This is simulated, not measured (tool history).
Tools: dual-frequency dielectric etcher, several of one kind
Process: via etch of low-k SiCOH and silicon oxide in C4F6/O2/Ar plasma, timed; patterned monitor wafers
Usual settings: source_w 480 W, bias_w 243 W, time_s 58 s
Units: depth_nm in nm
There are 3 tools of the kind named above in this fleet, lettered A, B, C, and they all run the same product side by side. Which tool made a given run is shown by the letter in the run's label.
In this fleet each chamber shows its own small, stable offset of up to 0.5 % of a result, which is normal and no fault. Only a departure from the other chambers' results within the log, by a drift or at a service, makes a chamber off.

run   hour  source_w  bias_w  time_s  hours since the last wet clean  hours since the last source power generator calibration  hours since the last bias power generator calibration  read-back reference wafer on the same gauge, depth_nm  depth_nm
 1A    9.9       480     243      58                           110.4                                                   3549.9                                                 1119.5                                                 184.06    177.96
 2C     17       480     243      58                            49.9                                                    855.6                                                 1424.7                                                 183.88     178.2
 3B   27.6       480     243      58                           289.4                                                    676.5                                                 2619.1                                                 183.82    179.97
 4C   35.9       480     243      58                            68.8                                                    874.5                                                 1443.6                                                 183.96     178.6
 5B   41.9       480     243      58                           303.7                                                    690.8                                                 2633.4                                                 184.07    179.57
 6A   52.2       480     243      58                           152.7                                                   3592.2                                                 1161.8                                                 184.01    178.34
      53.9  -- chamber B: wet clean of the chamber
 7C   60.6       480     243      58                            93.5                                                    899.2                                                 1468.3                                                 184.05    178.87
 8A   69.2       480     243      58                           169.7                                                   3609.2                                                 1178.8                                                 184.08    178.34
 9B   79.4       480     243      58                            25.5                                                    728.3                                                 2670.9                                                 184.11       179
10C   87.2       480     243      58                           120.1                                                    925.8                                                 1494.9                                                 184.11    177.82
11A   98.6       480     243      58                           199.1                                                   3638.6                                                 1208.2                                                 184.02    177.93
12B  108.6       480     243      58                            54.7                                                    757.5                                                 2700.1                                                    184    179.35
13B  116.3       480     243      58                            62.4                                                    765.2                                                 2707.8                                                 184.06    178.24
14C  121.7       480     243      58                           154.6                                                    960.3                                                 1529.4                                                  183.9     177.8
15A  129.9       480     243      58                           230.4                                                   3669.9                                                 1239.5                                                 184.09    176.56
16B  139.5       480     243      58                            85.6                                                    788.4                                                   2731                                                 184.07     179.3
17C    148       480     243      58                           180.9                                                    986.6                                                 1555.7                                                 183.99    178.67
18A    155       480     243      58                           255.5                                                     3695                                                 1264.6                                                 183.99    178.02
19C    164       480     243      58                           196.9                                                   1002.6                                                 1571.7                                                 184.18    178.81
       172  -- chamber A: source power generator calibrated
20A  172.4       480     243      58                           272.9                                                      0.4                                                   1282                                                 183.88    174.71
21B  178.8       480     243      58                           124.9                                                    827.7                                                 2770.3                                                    184    178.33
22A    190       440     192      58                           290.5                                                       18                                                 1299.6                                                 184.21    155.96
23B    197       440     192      58                           143.1                                                    845.9                                                 2788.5                                                 184.02    161.06
24C  202.7       440     192      58                           235.6                                                   1041.3                                                 1610.4                                                 184.12    159.93
25A  210.3       480     243      58                           310.8                                                     38.3                                                 1319.9                                                 184.03    173.68
26B    221       480     243      58                           167.1                                                    869.9                                                 2812.5                                                 184.08    180.02
27C  227.8       480     243      58                           260.7                                                   1066.4                                                 1635.5                                                 183.92     177.9
28B  233.2       480     243      58                           179.3                                                    882.1                                                 2824.7                                                 184.06    178.55
29C  242.3       480     243      48                           275.2                                                   1080.9                                                   1650                                                 183.93    147.85
30A  252.6       480     243      48                           353.1                                                     80.6                                                 1362.2                                                 184.18    145.02
31C  259.2       480     243      48                           292.1                                                   1097.8                                                 1666.9                                                 184.09     147.8
     264.3  -- chamber A: wet clean of the chamber
32B  266.8       480     243      41                           212.9                                                    915.7                                                 2858.3                                                 184.02    126.17
33A  276.5       480     243      41                            12.2                                                    104.5                                                 1386.1                                                 183.95    123.58
34C  283.5       480     243      41                           316.4                                                   1122.1                                                 1691.2                                                    184    126.47
35B  294.7       480     219      58                           240.8                                                    943.6                                                 2886.2                                                 184.07     172.6
36A  301.4       480     219      58                            37.1                                                    129.4                                                   1411                                                 184.05    168.24
37B  312.9       480     219      58                             259                                                    961.8                                                 2904.4                                                 184.03    173.39

Next, all 3 chambers run the settings below, one line each with question marks for the results. What does each chamber give?
38A  321.1       480     273      58                                                                                                                                                                                                                ?
38B  321.1       480     273      58                                                                                                                                                                                                                ?
38C  321.1       480     273      58                                                                                                                                                                                                                ?

run  depth_nm
38A    181.98
38B    185.52
38C    185.63

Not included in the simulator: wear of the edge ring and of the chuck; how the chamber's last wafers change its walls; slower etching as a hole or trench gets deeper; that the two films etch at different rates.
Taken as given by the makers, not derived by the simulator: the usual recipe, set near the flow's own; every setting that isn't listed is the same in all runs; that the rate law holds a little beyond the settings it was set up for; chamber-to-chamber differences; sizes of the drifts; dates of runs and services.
